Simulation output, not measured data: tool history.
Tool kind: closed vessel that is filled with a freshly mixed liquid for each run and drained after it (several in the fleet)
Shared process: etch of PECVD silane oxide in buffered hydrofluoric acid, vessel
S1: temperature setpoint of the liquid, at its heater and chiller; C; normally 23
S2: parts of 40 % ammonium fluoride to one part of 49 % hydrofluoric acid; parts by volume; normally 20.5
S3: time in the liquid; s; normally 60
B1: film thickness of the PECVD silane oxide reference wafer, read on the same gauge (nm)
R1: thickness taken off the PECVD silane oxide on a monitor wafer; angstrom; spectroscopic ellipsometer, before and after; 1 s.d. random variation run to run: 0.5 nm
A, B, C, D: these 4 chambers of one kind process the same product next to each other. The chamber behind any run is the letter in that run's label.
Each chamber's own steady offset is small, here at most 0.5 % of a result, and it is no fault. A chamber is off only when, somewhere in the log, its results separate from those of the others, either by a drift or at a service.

run   hour    S1    S2  S3      B1      R1
 1C      7    23  20.5  60  90.001  697.99
 2D   18.7    23  20.5  60      90  706.03
 3B   29.6    23  20.5  60  90.018  701.85
 4A   42.1    23  20.5  60  89.997  700.35
 5A   49.1    23  20.5  60  89.977  696.36
 6C   61.7    23  20.5  60   90.01  700.74
 7D   71.8    23  20.5  60  89.995  709.42
 8B   83.2    23  20.5  60  89.995  691.73
 9A   89.7    23  20.5  60  89.991  700.68
10B   97.7    23  20.5  60  89.992  696.66
11D  106.9  20.5  20.5  60  89.997  624.64
12C  116.6  20.5  20.5  60   90.01  600.09
13D  126.2  20.5  20.5  60  90.009  615.07
     130.6  -- chamber C: hydrofluoric acid flow meter replaced
14A  134.2  20.5  20.5  60  89.985  611.72
15B  144.8    23  20.5  60  90.002  686.88
16C  153.7    23  20.5  60  90.006  699.04
17C  162.6    23  20.5  60  89.978  688.43
18A  175.2    23  20.5  60  89.996  693.97
19D  186.2  25.5  20.5  60  90.024  803.36
20B  199.2  25.5  20.5  60  90.013   769.3
     200.4  -- chamber D: hydrofluoric acid flow meter replaced
21A  208.6  25.5  20.5  60  89.999  792.43
22D  216.5  25.5  20.5  60  89.999  799.45
23B  229.6    23  20.5  60  90.008  666.81
24C  235.4    23  17.5  50  89.994  667.87
     239.3  -- chamber D: thermometer replaced
25B  244.6    23  17.5  50  90.017  648.29
26A  252.7    23  17.5  50      90  675.34
27D  258.7    23  17.5  50  90.013  677.49
28C  267.3    23  20.5  60  89.977  688.95
29B  278.4    23  20.5  60  90.006  655.49
30A  289.5    23  20.5  60  89.998  701.39
31C  295.6    23  20.5  60  90.006  691.12
32D  306.5    23  20.5  60  90.018  695.44
33B  313.7    23  20.5  60  90.007   660.1
34D  326.1    23  20.5  60  90.001  693.97
35A  332.7    23  20.5  60  90.005  699.68
36C  341.2    23  20.5  60  90.026  697.17
37B  347.5  25.5  20.5  90  90.011  1125.2
38C  355.8  25.5  20.5  90  90.017  1183.8
39D  362.8  25.5  20.5  90  89.992  1190.3
40A    374  25.5  20.5  90  89.992  1205.6

What goes on in this fleet: one chamber off, a drifting gauge, or nothing beyond the chambers' own small offsets? Name the chamber and the cause, if any.

Little by little, chamber B moves away from the other chambers.
Likeliest cause: liquid colder than its thermometer reads (K) = 1.47.
The log may not separate it from: hydrofluoric acid flow below the setpoint (%).

Here are 4 candidates for chamber B's next run, each the usual settings with a change, their results left as question marks. Which one brings its results back in line with what the others give on the usual settings?
In line means no further than this from the other chambers' mean on the usual settings: R1 18 angstrom
41B-1  383.4    23  21.5  60       ?
41B-2  383.4    23  20.5  55       ?
41B-3  383.4  23.5  20.5  60       ?
41B-4  383.4  24.5  20.5  60       ?

Other chambers, usual settings, mean: R1 697.83 angstrom
  run      R1
41B-1  623.57
41B-2  590.46
41B-3  662.27
41B-4  699.51
It is 41B-4 that realigns the chamber with its peers.

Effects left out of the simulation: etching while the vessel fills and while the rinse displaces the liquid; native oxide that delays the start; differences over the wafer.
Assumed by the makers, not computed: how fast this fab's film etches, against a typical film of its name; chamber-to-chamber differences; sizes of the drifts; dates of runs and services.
